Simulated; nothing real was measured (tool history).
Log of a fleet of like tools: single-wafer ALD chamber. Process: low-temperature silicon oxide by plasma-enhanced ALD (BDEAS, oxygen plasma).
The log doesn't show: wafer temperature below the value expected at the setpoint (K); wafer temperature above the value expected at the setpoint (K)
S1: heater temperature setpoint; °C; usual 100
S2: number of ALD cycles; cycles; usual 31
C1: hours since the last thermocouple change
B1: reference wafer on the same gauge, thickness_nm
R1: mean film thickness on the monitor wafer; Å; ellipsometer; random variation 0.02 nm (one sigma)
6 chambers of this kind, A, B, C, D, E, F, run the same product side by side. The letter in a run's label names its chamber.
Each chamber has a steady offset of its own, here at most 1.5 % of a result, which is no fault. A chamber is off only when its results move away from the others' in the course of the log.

{"run": "1E", "hour": 3.9, "S1": 100, "S2": 31, "C1": 2097.8, "B1": 4.9759, "R1": 43.58}
{"run": "2C", "hour": 9.6, "S1": 100, "S2": 31, "C1": 282.0, "B1": 4.9779, "R1": 43.934}
{"run": "3B", "hour": 14.4, "S1": 100, "S2": 31, "C1": 735.9, "B1": 4.983, "R1": 43.863}
{"run": "4F", "hour": 19.6, "S1": 100, "S2": 31, "C1": 1639.1, "B1": 4.9769, "R1": 44.412}
{"run": "5D", "hour": 23.3, "S1": 100, "S2": 31, "C1": 30.4, "B1": 4.98, "R1": 44.257}
{"run": "6A", "hour": 28.3, "S1": 100, "S2": 31, "C1": 804.9, "B1": 4.9785, "R1": 44.67}
{"run": "7C", "hour": 32.4, "S1": 100, "S2": 31, "C1": 304.8, "B1": 4.9787, "R1": 43.962}
{"run": "8E", "hour": 38.8, "S1": 100, "S2": 31, "C1": 2132.7, "B1": 4.9806, "R1": 44.129}
{"run": "9A", "hour": 46.1, "S1": 113, "S2": 35, "C1": 822.7, "B1": 4.9774, "R1": 49.037}
{"run": "10F", "hour": 52.7, "S1": 113, "S2": 35, "C1": 1672.2, "B1": 4.9813, "R1": 49.061}
{"run": "11B", "hour": 56.9, "S1": 113, "S2": 35, "C1": 778.4, "B1": 4.9775, "R1": 48.792}
{"run": "12D", "hour": 61.3, "S1": 113, "S2": 35, "C1": 68.4, "B1": 4.983, "R1": 49.287}
{"run": "13B", "hour": 69.2, "S1": 113, "S2": 35, "C1": 790.7, "B1": 4.9777, "R1": 48.544}
{"run": "14E", "hour": 74.8, "S1": 113, "S2": 35, "C1": 2168.7, "B1": 4.981, "R1": 48.208}
{"run": "15D", "hour": 78.7, "S1": 100, "S2": 31, "C1": 85.8, "B1": 4.9803, "R1": 44.529}
{"run": "16C", "hour": 85.1, "S1": 100, "S2": 31, "C1": 357.5, "B1": 4.9799, "R1": 44.187}
{"run": "17A", "hour": 89.2, "S1": 100, "S2": 31, "C1": 865.8, "B1": 4.9828, "R1": 44.836}
{"run": "18F", "hour": 93.7, "S1": 100, "S2": 31, "C1": 1713.2, "B1": 4.9838, "R1": 44.624}
{"run": "19E", "hour": 101.9, "S1": 100, "S2": 31, "C1": 2195.8, "B1": 4.9774, "R1": 44.261}
{"run": "20B", "hour": 107.4, "S1": 100, "S2": 31, "C1": 828.9, "B1": 4.9779, "R1": 44.227}
{"run": "21D", "hour": 112.2, "S1": 93, "S2": 27, "C1": 119.3, "B1": 4.9811, "R1": 39.816}
{"run": "22C", "hour": 120.7, "S1": 93, "S2": 27, "C1": 393.1, "B1": 4.971, "R1": 39.328}
{"run": "23F", "hour": 125.5, "S1": 93, "S2": 27, "C1": 1745.0, "B1": 4.9742, "R1": 39.948}
{"run": "24A", "hour": 134.0, "S1": 93, "S2": 27, "C1": 910.6, "B1": 4.9766, "R1": 39.698}
{"run": "25D", "hour": 142.7, "S1": 93, "S2": 27, "C1": 149.8, "B1": 4.9796, "R1": 39.831}
{"run": "26B", "hour": 150.0, "S1": 93, "S2": 27, "C1": 871.5, "B1": 4.9816, "R1": 39.501}
{"run": "27A", "hour": 156.4, "S1": 90, "S2": 33, "C1": 933.0, "B1": 4.9806, "R1": 49.515}
{"run": "28F", "hour": 162.7, "S1": 90, "S2": 33, "C1": 1782.2, "B1": 4.9784, "R1": 49.584}
{"run": "29C", "hour": 171.1, "S1": 90, "S2": 33, "C1": 443.5, "B1": 4.9805, "R1": 48.771}
{"run": "30E", "hour": 176.7, "S1": 90, "S2": 33, "C1": 2270.6, "B1": 4.98, "R1": 48.369}
{"run": "31B", "hour": 184.0, "S1": 90, "S2": 33, "C1": 905.5, "B1": 4.9769, "R1": 48.704}
{"run": "32E", "hour": 191.0, "S1": 90, "S2": 33, "C1": 2284.9, "B1": 4.979, "R1": 48.706}
{"run": "33F", "hour": 197.0, "S1": 111, "S2": 25, "C1": 1816.5, "B1": 4.9862, "R1": 35.471}
{"run": "34C", "hour": 202.3, "S1": 111, "S2": 25, "C1": 474.7, "B1": 4.977, "R1": 34.687}
{"run": "35A", "hour": 209.7, "S1": 111, "S2": 25, "C1": 986.3, "B1": 4.9867, "R1": 35.211}
{"run": "36D", "hour": 217.7, "S1": 111, "S2": 25, "C1": 224.8, "B1": 4.9815, "R1": 35.379}
{"run": "37E", "hour": 223.7, "S1": 111, "S2": 25, "C1": 2317.6, "B1": 4.98, "R1": 34.642}
{"run": "38C", "hour": 230.9, "S1": 111, "S2": 25, "C1": 503.3, "B1": 4.9811, "R1": 34.983}
{"run": "39F", "hour": 236.3, "S1": 94, "S2": 31, "C1": 1855.8, "B1": 4.9787, "R1": 45.452}
{"run": "40A", "hour": 241.4, "S1": 94, "S2": 31, "C1": 1018.0, "B1": 4.9752, "R1": 45.15}
{"run": "41D", "hour": 246.6, "S1": 94, "S2": 31, "C1": 253.7, "B1": 4.9841, "R1": 45.565}

Is one chamber off against the others, does the gauge drift, or is nothing wrong? If a chamber is off, say which, and what the likeliest cause is.

No chamber stands off beyond its own small offset, and the gauge holds steady.

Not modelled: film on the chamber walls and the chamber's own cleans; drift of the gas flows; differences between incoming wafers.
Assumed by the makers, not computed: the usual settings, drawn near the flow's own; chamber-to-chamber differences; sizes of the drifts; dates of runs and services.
